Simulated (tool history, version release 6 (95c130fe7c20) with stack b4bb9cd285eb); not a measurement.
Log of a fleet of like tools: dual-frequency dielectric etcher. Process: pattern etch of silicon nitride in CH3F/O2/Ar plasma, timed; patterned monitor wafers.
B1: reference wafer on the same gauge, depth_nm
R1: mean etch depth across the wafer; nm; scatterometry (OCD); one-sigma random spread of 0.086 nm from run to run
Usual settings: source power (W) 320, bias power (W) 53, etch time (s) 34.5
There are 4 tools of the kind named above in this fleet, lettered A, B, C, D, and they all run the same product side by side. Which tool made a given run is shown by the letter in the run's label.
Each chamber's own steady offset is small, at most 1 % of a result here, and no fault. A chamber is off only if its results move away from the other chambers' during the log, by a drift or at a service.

run 1A hour=4.6 | source_power_(W)=320 bias_power_(W)=53 etch_time_(s)=34.5 | B1=22.227 | R1=20.113
run 2B hour=10.6 | source_power_(W)=320 bias_power_(W)=53 etch_time_(s)=34.5 | B1=22.216 | R1=20.134
run 3D hour=18.0 | source_power_(W)=320 bias_power_(W)=53 etch_time_(s)=34.5 | B1=22.236 | R1=20.140
run 4C hour=24.7 | source_power_(W)=320 bias_power_(W)=53 etch_time_(s)=34.5 | B1=22.204 | R1=19.875
run 5B hour=30.5 | source_power_(W)=320 bias_power_(W)=53 etch_time_(s)=34.5 | B1=22.207 | R1=20.233
run 6D hour=35.2 | source_power_(W)=320 bias_power_(W)=53 etch_time_(s)=34.5 | B1=22.196 | R1=20.237
run 7A hour=40.1 | source_power_(W)=320 bias_power_(W)=60 etch_time_(s)=34.5 | B1=22.200 | R1=20.968
run 8C hour=47.5 | source_power_(W)=320 bias_power_(W)=60 etch_time_(s)=34.5 | B1=22.194 | R1=20.784
run 9A hour=54.4 | source_power_(W)=320 bias_power_(W)=60 etch_time_(s)=34.5 | B1=22.204 | R1=20.927
run 10C hour=57.9 | source_power_(W)=320 bias_power_(W)=60 etch_time_(s)=34.5 | B1=22.203 | R1=20.890
run 11B hour=62.6 | source_power_(W)=320 bias_power_(W)=53 etch_time_(s)=34.5 | B1=22.185 | R1=19.995
run 12D hour=66.8 | source_power_(W)=320 bias_power_(W)=53 etch_time_(s)=34.5 | B1=22.202 | R1=20.291
run 13D hour=73.6 | source_power_(W)=320 bias_power_(W)=53 etch_time_(s)=34.5 | B1=22.191 | R1=20.151
run 14A hour=80.0 | source_power_(W)=320 bias_power_(W)=53 etch_time_(s)=34.5 | B1=22.187 | R1=20.053
run 15B hour=87.2 | source_power_(W)=320 bias_power_(W)=53 etch_time_(s)=34.5 | B1=22.220 | R1=20.036
run 16C hour=92.7 | source_power_(W)=320 bias_power_(W)=53 etch_time_(s)=34.5 | B1=22.193 | R1=20.013
run 17A hour=98.0 | source_power_(W)=320 bias_power_(W)=53 etch_time_(s)=34.5 | B1=22.195 | R1=20.056
run 18D hour=102.0 | source_power_(W)=290 bias_power_(W)=53 etch_time_(s)=30.0 | B1=22.186 | R1=16.846
run 19B hour=105.6 | source_power_(W)=290 bias_power_(W)=53 etch_time_(s)=30.0 | B1=22.177 | R1=16.941
run 20C hour=113.6 | source_power_(W)=290 bias_power_(W)=53 etch_time_(s)=30.0 | B1=22.219 | R1=16.655
run 21D hour=118.4 | source_power_(W)=290 bias_power_(W)=53 etch_time_(s)=30.0 | B1=22.199 | R1=16.802
run 22C hour=124.6 | source_power_(W)=320 bias_power_(W)=53 etch_time_(s)=34.5 | B1=22.209 | R1=19.987
run 23B hour=130.7 | source_power_(W)=250 bias_power_(W)=43 etch_time_(s)=34.5 | B1=22.208 | R1=17.129
run 24A hour=135.9 | source_power_(W)=250 bias_power_(W)=43 etch_time_(s)=34.5 | B1=22.192 | R1=17.025
run 25D hour=143.5 | source_power_(W)=250 bias_power_(W)=43 etch_time_(s)=34.5 | B1=22.213 | R1=17.061
-- hour=146.9 chamber D: wet clean of the chamber
run 26C hour=149.2 | source_power_(W)=250 bias_power_(W)=43 etch_time_(s)=34.5 | B1=22.207 | R1=16.913
run 27B hour=154.2 | source_power_(W)=320 bias_power_(W)=53 etch_time_(s)=34.5 | B1=22.192 | R1=19.970
run 28A hour=162.2 | source_power_(W)=320 bias_power_(W)=53 etch_time_(s)=34.5 | B1=22.202 | R1=20.021
run 29D hour=169.4 | source_power_(W)=390 bias_power_(W)=53 etch_time_(s)=34.5 | B1=22.211 | R1=20.833
run 30A hour=176.6 | source_power_(W)=390 bias_power_(W)=53 etch_time_(s)=34.5 | B1=22.190 | R1=21.697
run 31B hour=180.7 | source_power_(W)=390 bias_power_(W)=53 etch_time_(s)=34.5 | B1=22.210 | R1=21.732
run 32C hour=186.2 | source_power_(W)=390 bias_power_(W)=53 etch_time_(s)=34.5 | B1=22.209 | R1=21.520
run 33D hour=193.4 | source_power_(W)=320 bias_power_(W)=53 etch_time_(s)=34.5 | B1=22.188 | R1=19.188
run 34B hour=199.0 | source_power_(W)=320 bias_power_(W)=53 etch_time_(s)=42.5 | B1=22.209 | R1=24.668
-- hour=202.4 chamber D: source power generator calibrated
run 35C hour=206.2 | source_power_(W)=320 bias_power_(W)=53 etch_time_(s)=42.5 | B1=22.218 | R1=24.570
run 36A hour=213.0 | source_power_(W)=320 bias_power_(W)=53 etch_time_(s)=42.5 | B1=22.228 | R1=24.726
run 37C hour=220.5 | source_power_(W)=320 bias_power_(W)=53 etch_time_(s)=42.5 | B1=22.159 | R1=24.651
run 38B hour=228.2 | source_power_(W)=320 bias_power_(W)=53 etch_time_(s)=34.5 | B1=22.199 | R1=20.038
run 39A hour=234.1 | source_power_(W)=320 bias_power_(W)=53 etch_time_(s)=34.5 | B1=22.224 | R1=20.026
run 40D hour=241.4 | source_power_(W)=320 bias_power_(W)=53 etch_time_(s)=34.5 | B1=22.185 | R1=19.138
run 41C hour=247.7 | source_power_(W)=320 bias_power_(W)=53 etch_time_(s)=34.5 | B1=22.199 | R1=19.888
run 42B hour=255.1 | source_power_(W)=320 bias_power_(W)=53 etch_time_(s)=34.5 | B1=22.185 | R1=20.058
run 43D hour=261.8 | source_power_(W)=320 bias_power_(W)=53 etch_time_(s)=34.5 | B1=22.212 | R1=19.323
run 44A hour=265.6 | source_power_(W)=320 bias_power_(W)=53 etch_time_(s)=34.5 | B1=22.209 | R1=20.111

Is one chamber off against the others, does the gauge drift, or is nothing wrong? If a chamber is off, say which, and what the likeliest cause is.

A service on chamber D put it out of line with the rest.
What lies behind it: etch rate under this chamber's usual, % = 4.18.

Which of the 4 candidates below, each the usual settings with something changed and its results left as question marks, puts chamber D back in line with what the other chambers give on the usual settings?
Maximum distance from the other chambers' mean on the usual settings for a result to count as in line: R1 0.300 nm
run 45D-1 hour=271.4 | source_power_(W)=270 bias_power_(W)=53 etch_time_(s)=34.5 | R1=?
run 45D-2 hour=271.4 | source_power_(W)=320 bias_power_(W)=53 etch_time_(s)=36.0 | R1=?
run 45D-3 hour=271.4 | source_power_(W)=320 bias_power_(W)=53 etch_time_(s)=37.0 | R1=?
run 45D-4 hour=271.4 | source_power_(W)=300 bias_power_(W)=50 etch_time_(s)=34.5 | R1=?

Other chambers, usual settings, mean: R1 20.039 nm
run=45D-1 R1=18.048
run=45D-2 R1=20.109
run=45D-3 R1=20.668
run=45D-4 R1=18.440
The answer is 45D-2, which returns the chamber to within the allowed miss of the others.
